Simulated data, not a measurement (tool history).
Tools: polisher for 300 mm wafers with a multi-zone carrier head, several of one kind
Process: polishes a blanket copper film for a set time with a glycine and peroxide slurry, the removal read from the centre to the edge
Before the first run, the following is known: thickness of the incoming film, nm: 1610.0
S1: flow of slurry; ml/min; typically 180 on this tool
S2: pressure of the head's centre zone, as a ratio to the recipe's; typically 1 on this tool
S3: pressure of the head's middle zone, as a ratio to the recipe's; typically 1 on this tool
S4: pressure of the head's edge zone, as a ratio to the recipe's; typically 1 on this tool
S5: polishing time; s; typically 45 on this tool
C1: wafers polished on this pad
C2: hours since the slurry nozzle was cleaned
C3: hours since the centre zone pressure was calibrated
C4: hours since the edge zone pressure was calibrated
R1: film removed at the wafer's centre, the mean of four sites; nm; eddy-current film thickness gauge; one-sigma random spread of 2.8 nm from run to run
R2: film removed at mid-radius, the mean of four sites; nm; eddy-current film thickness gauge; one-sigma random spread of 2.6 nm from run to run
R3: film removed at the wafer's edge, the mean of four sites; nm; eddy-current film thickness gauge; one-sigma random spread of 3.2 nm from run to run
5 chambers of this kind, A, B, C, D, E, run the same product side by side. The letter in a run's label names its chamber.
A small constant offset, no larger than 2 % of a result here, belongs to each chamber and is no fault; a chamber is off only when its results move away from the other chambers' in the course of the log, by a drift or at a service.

{"run": "1C", "hour": 6.0, "S1": 180, "S2": 1, "S3": 1, "S4": 1, "S5": 45, "C1": 224, "C2": 121.7, "C3": 23.8, "C4": 602.6, "R1": 232.64, "R2": 232.91, "R3": 232.46}
{"hour": 9.7, "done": "chamber C: edge zone pressure recalibrated"}
{"run": "2B", "hour": 11.7, "S1": 180, "S2": 1, "S3": 1, "S4": 1, "S5": 45, "C1": 397, "C2": 103.2, "C3": 75.2, "C4": 866.7, "R1": 241.92, "R2": 233.91, "R3": 233.86}
{"run": "3D", "hour": 17.2, "S1": 180, "S2": 1, "S3": 1, "S4": 1, "S5": 45, "C1": 246, "C2": 227.2, "C3": 301.2, "C4": 288.9, "R1": 235.54, "R2": 233.89, "R3": 232.2}
{"run": "4A", "hour": 23.2, "S1": 180, "S2": 1, "S3": 1, "S4": 1, "S5": 45, "C1": 336, "C2": 176.4, "C3": 85.8, "C4": 1304.8, "R1": 236.15, "R2": 238.81, "R3": 233.81}
{"run": "5E", "hour": 30.0, "S1": 180, "S2": 1, "S3": 1, "S4": 1, "S5": 45, "C1": 530, "C2": 372.4, "C3": 241.8, "C4": 96.8, "R1": 228.97, "R2": 234.21, "R3": 236.95}
{"run": "6C", "hour": 37.3, "S1": 180, "S2": 1.04, "S3": 1, "S4": 1, "S5": 45, "C1": 459, "C2": 153, "C3": 55.1, "C4": 27.7, "R1": 246.27, "R2": 233.52, "R3": 235.1}
{"run": "7D", "hour": 40.9, "S1": 180, "S2": 1.04, "S3": 1, "S4": 1, "S5": 45, "C1": 424, "C2": 250.9, "C3": 324.9, "C4": 312.6, "R1": 237.28, "R2": 234.96, "R3": 229.38}
{"run": "8A", "hour": 44.6, "S1": 180, "S2": 1.04, "S3": 1, "S4": 1, "S5": 45, "C1": 497, "C2": 197.8, "C3": 107.2, "C4": 1326.2, "R1": 243.11, "R2": 228.19, "R3": 232.92}
{"run": "9E", "hour": 49.3, "S1": 180, "S2": 1.04, "S3": 1, "S4": 1, "S5": 45, "C1": 675, "C2": 391.7, "C3": 261.1, "C4": 116.1, "R1": 240.05, "R2": 233.6, "R3": 229.29}
{"hour": 49.7, "done": "chamber E: worn pad replaced by a new one"}
{"hour": 51.5, "done": "chamber A: worn pad replaced by a new one"}
{"run": "10B", "hour": 56.0, "S1": 180, "S2": 1.04, "S3": 1, "S4": 1, "S5": 45, "C1": 730, "C2": 147.5, "C3": 119.5, "C4": 911, "R1": 242.08, "R2": 232.46, "R3": 234.11}
{"run": "11D", "hour": 60.7, "S1": 180, "S2": 1, "S3": 1, "S4": 1, "S5": 45, "C1": 572, "C2": 270.7, "C3": 344.7, "C4": 332.4, "R1": 234.31, "R2": 233.03, "R3": 230.02}
{"run": "12C", "hour": 66.7, "S1": 205, "S2": 1, "S3": 1, "S4": 0.91, "S5": 45, "C1": 680, "C2": 182.4, "C3": 84.5, "C4": 57.1, "R1": 239.91, "R2": 237.52, "R3": 225.29}
{"hour": 70.1, "done": "chamber D: worn pad replaced by a new one"}
{"run": "13A", "hour": 71.7, "S1": 205, "S2": 1, "S3": 1, "S4": 0.91, "S5": 45, "C1": 152, "C2": 224.9, "C3": 134.3, "C4": 1353.3, "R1": 245.03, "R2": 235.49, "R3": 225.47}
{"hour": 76.0, "done": "chamber C: worn pad replaced by a new one"}
{"run": "14E", "hour": 76.6, "S1": 205, "S2": 1, "S3": 1, "S4": 0.91, "S5": 45, "C1": 202, "C2": 419, "C3": 288.4, "C4": 143.4, "R1": 241.84, "R2": 231.87, "R3": 222.69}
{"run": "15B", "hour": 80.5, "S1": 205, "S2": 1, "S3": 1, "S4": 0.91, "S5": 45, "C1": 914, "C2": 172, "C3": 144, "C4": 935.5, "R1": 239.34, "R2": 232, "R3": 221.49}
{"hour": 85.4, "done": "chamber A: slurry nozzle cleaned"}
{"run": "16A", "hour": 87.1, "S1": 205, "S2": 1, "S3": 1, "S4": 0.91, "S5": 45, "C1": 267, "C2": 1.7, "C3": 149.7, "C4": 1368.7, "R1": 241.45, "R2": 232.27, "R3": 227.91}
{"run": "17C", "hour": 93.7, "S1": 180, "S2": 1, "S3": 1, "S4": 1, "S5": 45, "C1": 133, "C2": 209.4, "C3": 111.5, "C4": 84.1, "R1": 231.85, "R2": 234.34, "R3": 234.84}
{"run": "18B", "hour": 98.6, "S1": 180, "S2": 1, "S3": 1, "S4": 1, "S5": 45, "C1": 1050, "C2": 190.1, "C3": 162.1, "C4": 953.6, "R1": 224.41, "R2": 220.99, "R3": 231.7}
{"run": "19E", "hour": 105.5, "S1": 180, "S2": 1, "S3": 1, "S4": 1, "S5": 45, "C1": 419, "C2": 447.9, "C3": 317.3, "C4": 172.3, "R1": 236.51, "R2": 232.23, "R3": 232.5}
{"run": "20D", "hour": 109.9, "S1": 180, "S2": 1.04, "S3": 1, "S4": 1.09, "S5": 45, "C1": 299, "C2": 319.9, "C3": 393.9, "C4": 381.6, "R1": 246.32, "R2": 228.46, "R3": 242.94}
{"hour": 113.9, "done": "chamber B: edge zone pressure recalibrated"}
{"run": "21B", "hour": 116.0, "S1": 180, "S2": 1.04, "S3": 1, "S4": 1.09, "S5": 45, "C1": 1181, "C2": 207.5, "C3": 179.5, "C4": 2.1, "R1": 236.64, "R2": 223.74, "R3": 230.92}
{"hour": 118.8, "done": "chamber D: edge zone pressure recalibrated"}
{"run": "22D", "hour": 119.5, "S1": 180, "S2": 1.04, "S3": 1, "S4": 1.09, "S5": 45, "C1": 371, "C2": 329.5, "C3": 403.5, "C4": 0.8, "R1": 243.85, "R2": 234.01, "R3": 240.39}
{"run": "23C", "hour": 125.8, "S1": 180, "S2": 1.04, "S3": 1, "S4": 1.09, "S5": 45, "C1": 374, "C2": 241.5, "C3": 143.6, "C4": 116.2, "R1": 244.43, "R2": 238.49, "R3": 248.89}
{"run": "24E", "hour": 131.8, "S1": 180, "S2": 1.04, "S3": 1, "S4": 1.09, "S5": 45, "C1": 616, "C2": 474.2, "C3": 343.6, "C4": 198.6, "R1": 243.63, "R2": 231.54, "R3": 243.78}
{"run": "25A", "hour": 136.0, "S1": 180, "S2": 1, "S3": 1, "S4": 1, "S5": 45, "C1": 635, "C2": 50.6, "C3": 198.6, "C4": 1417.6, "R1": 239.61, "R2": 236.87, "R3": 233.46}
{"hour": 137.7, "done": "chamber A: worn pad replaced by a new one"}
{"run": "26C", "hour": 139.9, "S1": 205, "S2": 1, "S3": 1, "S4": 1, "S5": 45, "C1": 480, "C2": 255.6, "C3": 157.7, "C4": 130.3, "R1": 239.62, "R2": 241.36, "R3": 235.84}
{"hour": 142.5, "done": "chamber D: worn pad replaced by a new one"}
{"run": "27A", "hour": 144.0, "S1": 205, "S2": 1, "S3": 1, "S4": 1, "S5": 45, "C1": 47, "C2": 58.6, "C3": 206.6, "C4": 1425.6, "R1": 247.52, "R2": 238.79, "R3": 233.88}
{"hour": 145.4, "done": "chamber E: worn pad replaced by a new one"}
{"run": "28E", "hour": 147.9, "S1": 205, "S2": 1, "S3": 1, "S4": 1, "S5": 45, "C1": 18, "C2": 490.3, "C3": 359.7, "C4": 214.7, "R1": 232.19, "R2": 233.45, "R3": 232.88}
{"run": "29D", "hour": 153.7, "S1": 205, "S2": 1, "S3": 1, "S4": 1, "S5": 45, "C1": 84, "C2": 363.7, "C3": 437.7, "C4": 35, "R1": 237.17, "R2": 238.58, "R3": 228.43}
{"run": "30B", "hour": 160.4, "S1": 205, "S2": 1, "S3": 1, "S4": 1, "S5": 45, "C1": 1514, "C2": 251.9, "C3": 223.9, "C4": 46.5, "R1": 223.06, "R2": 223.21, "R3": 225.61}
{"run": "31D", "hour": 164.0, "S1": 180, "S2": 1, "S3": 1, "S4": 1, "S5": 45, "C1": 161, "C2": 374, "C3": 448, "C4": 45.3, "R1": 234.04, "R2": 238.71, "R3": 227.32}
{"run": "32E", "hour": 170.6, "S1": 180, "S2": 1, "S3": 1, "S4": 1, "S5": 45, "C1": 189, "C2": 513, "C3": 382.4, "C4": 237.4, "R1": 231.59, "R2": 230.65, "R3": 226.82}
{"run": "33B", "hour": 174.9, "S1": 180, "S2": 1, "S3": 1, "S4": 1, "S5": 45, "C1": 1623, "C2": 266.4, "C3": 238.4, "C4": 61, "R1": 217.39, "R2": 214.83, "R3": 213.2}
{"run": "34A", "hour": 180.5, "S1": 225, "S2": 1.05, "S3": 1, "S4": 1, "S5": 45, "C1": 321, "C2": 95.1, "C3": 243.1, "C4": 1462.1, "R1": 256.19, "R2": 238.72, "R3": 242.46}
{"run": "35C", "hour": 184.0, "S1": 225, "S2": 1.05, "S3": 1, "S4": 1, "S5": 45, "C1": 811, "C2": 299.7, "C3": 201.8, "C4": 174.4, "R1": 250.48, "R2": 238.48, "R3": 243.31}
{"hour": 190.3, "done": "chamber C: worn pad replaced by a new one"}
{"run": "36E", "hour": 190.7, "S1": 225, "S2": 1.05, "S3": 1, "S4": 1, "S5": 45, "C1": 340, "C2": 533.1, "C3": 402.5, "C4": 257.5, "R1": 254.51, "R2": 239.7, "R3": 237.72}
{"run": "37B", "hour": 195.6, "S1": 225, "S2": 1.05, "S3": 1, "S4": 1, "S5": 45, "C1": 1778, "C2": 287.1, "C3": 259.1, "C4": 81.7, "R1": 241.13, "R2": 218.19, "R3": 216.34}
{"run": "38C", "hour": 202.7, "S1": 225, "S2": 1.05, "S3": 1, "S4": 1, "S5": 45, "C1": 93, "C2": 318.4, "C3": 220.5, "C4": 193.1, "R1": 261.28, "R2": 241.47, "R3": 242.97}

Each of the 5 chambers runs these same settings next. Fill in every chamber's results:
{"run": "39A", "hour": 208.0, "S1": 180, "S2": 1, "S3": 1, "S4": 1, "S5": 40, "R1": "?", "R2": "?", "R3": "?"}
{"run": "39B", "hour": 208.0, "S1": 180, "S2": 1, "S3": 1, "S4": 1, "S5": 40, "R1": "?", "R2": "?", "R3": "?"}
{"run": "39C", "hour": 208.0, "S1": 180, "S2": 1, "S3": 1, "S4": 1, "S5": 40, "R1": "?", "R2": "?", "R3": "?"}
{"run": "39D", "hour": 208.0, "S1": 180, "S2": 1, "S3": 1, "S4": 1, "S5": 40, "R1": "?", "R2": "?", "R3": "?"}
{"run": "39E", "hour": 208.0, "S1": 180, "S2": 1, "S3": 1, "S4": 1, "S5": 40, "R1": "?", "R2": "?", "R3": "?"}

run=39A R1=209.88 R2=211.56 R3=203.56
run=39B R1=188.53 R2=189.3 R3=191.96
run=39C R1=210.92 R2=213.37 R3=207.81
run=39D R1=209.18 R2=208.03 R3=200.44
run=39E R1=208.62 R2=202.84 R3=208.75
